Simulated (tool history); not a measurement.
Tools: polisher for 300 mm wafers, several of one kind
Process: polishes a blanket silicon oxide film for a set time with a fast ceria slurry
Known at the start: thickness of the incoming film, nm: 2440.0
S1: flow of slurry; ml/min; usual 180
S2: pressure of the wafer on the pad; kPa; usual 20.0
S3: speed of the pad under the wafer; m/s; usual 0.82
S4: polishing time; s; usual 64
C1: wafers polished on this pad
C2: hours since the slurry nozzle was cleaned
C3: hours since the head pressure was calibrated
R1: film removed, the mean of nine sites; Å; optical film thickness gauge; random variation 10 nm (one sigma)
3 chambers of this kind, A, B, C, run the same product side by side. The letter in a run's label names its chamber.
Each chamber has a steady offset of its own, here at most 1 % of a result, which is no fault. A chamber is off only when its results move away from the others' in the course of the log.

At hour 5.1: chamber C: worn pad replaced by a new one.
Run 1A, hour 5.4: usual settings; C1 701; C2 178.5; C3 930.7. Result: R1 7530.9 Å.
Run 2C, hour 9.4: usual settings; C1 39; C2 80.6; C3 257.4. Result: R1 7481.8 Å.
Run 3B, hour 12.3: usual settings; C1 646; C2 693.6; C3 518.5. Result: R1 7564.5 Å.
Run 4C, hour 15.2: usual settings; C1 92; C2 86.4; C3 263.2. Result: R1 7421.4 Å.
Run 5B, hour 18.5: usual settings; C1 702; C2 699.8; C3 524.7. Result: R1 7529.9 Å.
Run 6A, hour 22.8: usual settings; C1 859; C2 195.9; C3 948.1. Result: R1 7434.2 Å.
Run 7A, hour 25.9: usual settings; C1 887; C2 199.0; C3 951.2. Result: R1 7515.0 Å.
Run 8B, hour 29.0: usual settings; C1 797; C2 710.3; C3 535.2. Result: R1 7546.9 Å.
Run 9C, hour 34.0: usual settings; C1 262; C2 105.2; C3 282.0. Result: R1 7423.3 Å.
At hour 35.1: chamber A: worn pad replaced by a new one.
Run 10B, hour 38.0: usual settings; C1 879; C2 719.3; C3 544.2. Result: R1 7479.2 Å.
Run 11C, hour 42.8: usual settings; C1 342; C2 114.0; C3 290.8. Result: R1 7754.0 Å.
Run 12A, hour 48.0: usual settings but S3 0.98 m/s, S4 74 s; C1 117; C2 221.1; C3 973.3. Result: R1 10293.0 Å.
Run 13B, hour 53.9: usual settings but S3 0.98 m/s, S4 74 s; C1 1023; C2 735.2; C3 560.1. Result: R1 10270.0 Å.
Run 14A, hour 58.1: usual settings but S3 0.98 m/s, S4 74 s; C1 208; C2 231.2; C3 983.4. Result: R1 10303.0 Å.
Run 15C, hour 64.1: usual settings; C1 536; C2 135.3; C3 312.1. Result: R1 7688.8 Å.
Run 16A, hour 68.0: usual settings; C1 298; C2 241.1; C3 993.3. Result: R1 7551.8 Å.
At hour 69.5: chamber C: head pressure recalibrated.
At hour 72.5: chamber A: head pressure recalibrated.
Run 17B, hour 72.8: usual settings but S3 0.94 m/s; C1 1195; C2 754.1; C3 579.0. Result: R1 8570.3 Å.
Run 18C, hour 78.3: usual settings but S3 0.94 m/s; C1 665; C2 149.5; C3 8.9. Result: R1 8480.6 Å.
Run 19C, hour 84.2: usual settings but S3 0.94 m/s; C1 718; C2 155.4; C3 14.8. Result: R1 8843.4 Å.
Run 20A, hour 87.5: usual settings but S1 240 ml/min, S2 24.1 kPa; C1 475; C2 260.6; C3 15.0. Result: R1 10408.0 Å.
At hour 88.1: chamber B: worn pad replaced by a new one.
Run 21B, hour 91.9: usual settings but S1 240 ml/min, S2 24.1 kPa; C1 35; C2 773.2; C3 598.1. Result: R1 9323.6 Å.
Run 22C, hour 98.0: usual settings but S1 240 ml/min, S2 24.1 kPa; C1 843; C2 169.2; C3 28.6. Result: R1 9284.7 Å.
Run 23B, hour 101.8: usual settings; C1 125; C2 783.1; C3 608.0. Result: R1 7508.2 Å.
Run 24A, hour 108.2: usual settings; C1 663; C2 281.3; C3 35.7. Result: R1 8429.1 Å.
Run 25B, hour 111.5: usual settings; C1 213; C2 792.8; C3 617.7. Result: R1 7521.6 Å.
Run 26A, hour 115.8: usual settings but S2 26.2 kPa, S4 44 s; C1 732; C2 288.9; C3 43.3. Result: R1 7527.8 Å.
At hour 117.0: chamber A: worn pad replaced by a new one.
At hour 117.1: chamber B: slurry nozzle cleaned.
Run 27C, hour 119.9: usual settings but S2 26.2 kPa, S4 44 s; C1 1042; C2 191.1; C3 50.5. Result: R1 6810.8 Å.
Run 28A, hour 125.1: usual settings but S2 26.2 kPa, S4 44 s; C1 73; C2 298.2; C3 52.6. Result: R1 7379.3 Å.
Run 29B, hour 129.5: usual settings; C1 376; C2 12.4; C3 635.7. Result: R1 7454.0 Å.
Run 30C, hour 133.5: usual settings; C1 1166; C2 204.7; C3 64.1. Result: R1 7576.1 Å.
Run 31A, hour 139.9: usual settings; C1 207; C2 313.0; C3 67.4. Result: R1 8332.2 Å.
Run 32C, hour 143.1: usual settings; C1 1253; C2 214.3; C3 73.7. Result: R1 7563.9 Å.
Run 33B, hour 147.5: usual settings; C1 539; C2 30.4; C3 653.7. Result: R1 7487.7 Å.
At hour 152.1: chamber C: worn pad replaced by a new one.
Run 34C, hour 153.1: usual settings; C1 9; C2 224.3; C3 83.7. Result: R1 7565.6 Å.
Run 35A, hour 156.9: usual settings; C1 362; C2 330.0; C3 84.4. Result: R1 8349.1 Å.
Run 36B, hour 161.7: usual settings; C1 668; C2 44.6; C3 667.9. Result: R1 7423.8 Å.
Run 37A, hour 165.2: usual settings; C1 437; C2 338.3; C3 92.7. Result: R1 8253.7 Å.
Run 38C, hour 171.2: usual settings; C1 173; C2 242.4; C3 101.8. Result: R1 7545.8 Å.
Run 39B, hour 177.2: usual settings; C1 809; C2 60.1; C3 683.4. Result: R1 7229.2 Å.
Run 40A, hour 183.5: usual settings; C1 603; C2 356.6; C3 111.0. Result: R1 8499.8 Å.
Run 41C, hour 189.8: usual settings; C1 342; C2 261.0; C3 120.4. Result: R1 7661.4 Å.

Is one chamber off against the others, does the gauge drift, or is nothing wrong? If a chamber is off, say which, and what the likeliest cause is.

A service left chamber A off against the others.
Cause: head's pressure above its setpoint, % = 11.7.

Here are 4 candidates for chamber A's next run, each the usual settings with a change, their results left as question marks. Which one brings its results back in line with what the others give on the usual settings?
In line means no further than this from the other chambers' mean on the usual settings: R1 360.0 Å
Run 42A-1, hour 194.4: usual settings but S2 22.1 kPa. Result: R1 ?.
Run 42A-2, hour 194.4: usual settings but S2 17.9 kPa, S3 0.74 m/s. Result: R1 ?.
Run 42A-3, hour 194.4: usual settings but S3 0.92 m/s, S4 71 s. Result: R1 ?.
Run 42A-4, hour 194.4: usual settings but S2 17.9 kPa. Result: R1 ?.

The other chambers' mean on the usual settings: R1 7503.6 Å
  run       R1
42A-1   9346.8
42A-2   6843.3
42A-3  10513.0
42A-4   7571.9
42A-4 brings the chamber back in line.
